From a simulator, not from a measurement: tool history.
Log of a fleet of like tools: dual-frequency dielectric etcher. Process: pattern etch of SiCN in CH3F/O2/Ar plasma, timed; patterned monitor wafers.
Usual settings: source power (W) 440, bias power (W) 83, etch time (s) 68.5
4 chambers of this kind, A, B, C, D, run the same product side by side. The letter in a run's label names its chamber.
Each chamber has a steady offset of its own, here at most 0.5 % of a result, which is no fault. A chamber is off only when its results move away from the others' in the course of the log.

run   hour  source power (W)  bias power (W)  etch time (s)  hours since the last wet clean  hours since the last source power generator calibration  hours since the last bias power generator calibration  read-back reference wafer on the same gauge, depth_nm  mean etch depth across the wafer (nm)
 1A    2.4               440              83           68.5                           237.0                                                   1527.8                                                 2402.1                                                 24.910                                 27.981
 2C    5.8               440              83           68.5                           237.8                                                   3224.2                                                 1313.1                                                 24.894                                 28.170
 3B   10.5               440              83           68.5                           670.1                                                    235.7                                                 3388.4                                                 24.881                                 28.030
 4D   15.4               440              83           68.5                            30.8                                                   2474.9                                                 1911.5                                                 24.879                                 27.940
 5C   19.8               440              83           68.5                           251.8                                                   3238.2                                                 1327.1                                                 24.874                                 28.317
 6B   23.6               440              83           68.5                           683.2                                                    248.8                                                 3401.5                                                 24.881                                 27.864
 7D   28.1               440              83           68.5                            43.5                                                   2487.6                                                 1924.2                                                 24.862                                 27.921
 8A   32.9               360              83           68.5                           267.5                                                   1558.3                                                 2432.6                                                 24.866                                 25.991
 9D   35.2               360              83           68.5                            50.6                                                   2494.7                                                 1931.3                                                 24.860                                 25.867
10A   39.7               360              83           68.5                           274.3                                                   1565.1                                                 2439.4                                                 24.858                                 25.880
11C   42.3               360              83           68.5                           274.3                                                   3260.7                                                 1349.6                                                 24.853                                 26.091
12B   45.5               440              94           68.5                           705.1                                                    270.7                                                 3423.4                                                 24.838                                 29.098
13C   49.7               440              94           68.5                           281.7                                                   3268.1                                                 1357.0                                                 24.844                                 29.510
14D   52.3               440              94           68.5                            67.7                                                   2511.8                                                 1948.4                                                 24.841                                 29.179
      53.0  -- chamber B: wet clean of the chamber
15B   56.8               440              94           68.5                             3.9                                                    282.0                                                 3434.7                                                 24.839                                 29.284
16A   59.6               440              83           68.5                           294.2                                                   1585.0                                                 2459.3                                                 24.835                                 27.913
17B   62.3               440              83           68.5                             9.4                                                    287.5                                                 3440.2                                                 24.829                                 27.890
18D   65.9               440              83           68.5                            81.3                                                   2525.4                                                 1962.0                                                 24.830                                 27.869
19C   68.9               510              83           60.5                           300.9                                                   3287.3                                                 1376.2                                                 24.830                                 26.268
20A   71.5               510              83           60.5                           306.1                                                   1596.9                                                 2471.2                                                 24.822                                 26.002
21C   74.6               510              83           60.5                           306.6                                                   3293.0                                                 1381.9                                                 24.812                                 26.294
22D   78.9               510              83           60.5                            94.3                                                   2538.4                                                 1975.0                                                 24.810                                 26.095
23B   82.1               440              83           68.5                            29.2                                                    307.3                                                 3460.0                                                 24.811                                 27.782
24A   87.4               440              83           68.5                           322.0                                                   1612.8                                                 2487.1                                                 24.804                                 27.818
25D   91.6               440              83           68.5                           107.0                                                   2551.1                                                 1987.7                                                 24.793                                 27.863
26B   94.4               440              83           68.5                            41.5                                                    319.6                                                 3472.3                                                 24.793                                 27.819
27A   98.7               440              83           68.5                           333.3                                                   1624.1                                                 2498.4                                                 24.791                                 27.958
28C  101.6               440              83           68.5                           333.6                                                   3320.0                                                 1408.9                                                 24.790                                 28.118
29B  106.3               440              83           68.5                            53.4                                                    331.5                                                 3484.2                                                 24.783                                 27.824
30D  109.6               440              83           68.5                           125.0                                                   2569.1                                                 2005.7                                                 24.787                                 27.876
31C  112.6               440              83           68.5                           344.6                                                   3331.0                                                 1419.9                                                 24.763                                 28.075
32A  117.5               440              83           68.5                           352.1                                                   1642.9                                                 2517.2                                                 24.761                                 27.876
33C  122.1               390              83           81.0                           354.1                                                   3340.5                                                 1429.4                                                 24.761                                 31.710
34D  125.2               390              83           81.0                           140.6                                                   2584.7                                                 2021.3                                                 24.762                                 31.477
35B  129.4               390              83           81.0                            76.5                                                    354.6                                                 3507.3                                                 24.761                                 31.425
36A  134.5               390              83           81.0                           369.1                                                   1659.9                                                 2534.2                                                 24.749                                 31.490
37C  139.4               440              83           68.5                           371.4                                                   3357.8                                                 1446.7                                                 24.745                                 28.004
38A  143.0               440              83           68.5                           377.6                                                   1668.4                                                 2542.7                                                 24.742                                 27.759
39D  146.2               440              83           68.5                           161.6                                                   2605.7                                                 2042.3                                                 24.739                                 27.767
40B  149.0               440              83           68.5                            96.1                                                    374.2                                                 3526.9                                                 24.728                                 27.792
41A  152.8               440              83           68.5                           387.4                                                   1678.2                                                 2552.5                                                 24.732                                 27.859

Is one chamber off against the others, does the gauge drift, or is nothing wrong? If a chamber is off, say which, and what the likeliest cause is.

The gauge drifts, so all chambers seem to drift together. No chamber is off.
Cause: gauge reads low (%) = 0.701.

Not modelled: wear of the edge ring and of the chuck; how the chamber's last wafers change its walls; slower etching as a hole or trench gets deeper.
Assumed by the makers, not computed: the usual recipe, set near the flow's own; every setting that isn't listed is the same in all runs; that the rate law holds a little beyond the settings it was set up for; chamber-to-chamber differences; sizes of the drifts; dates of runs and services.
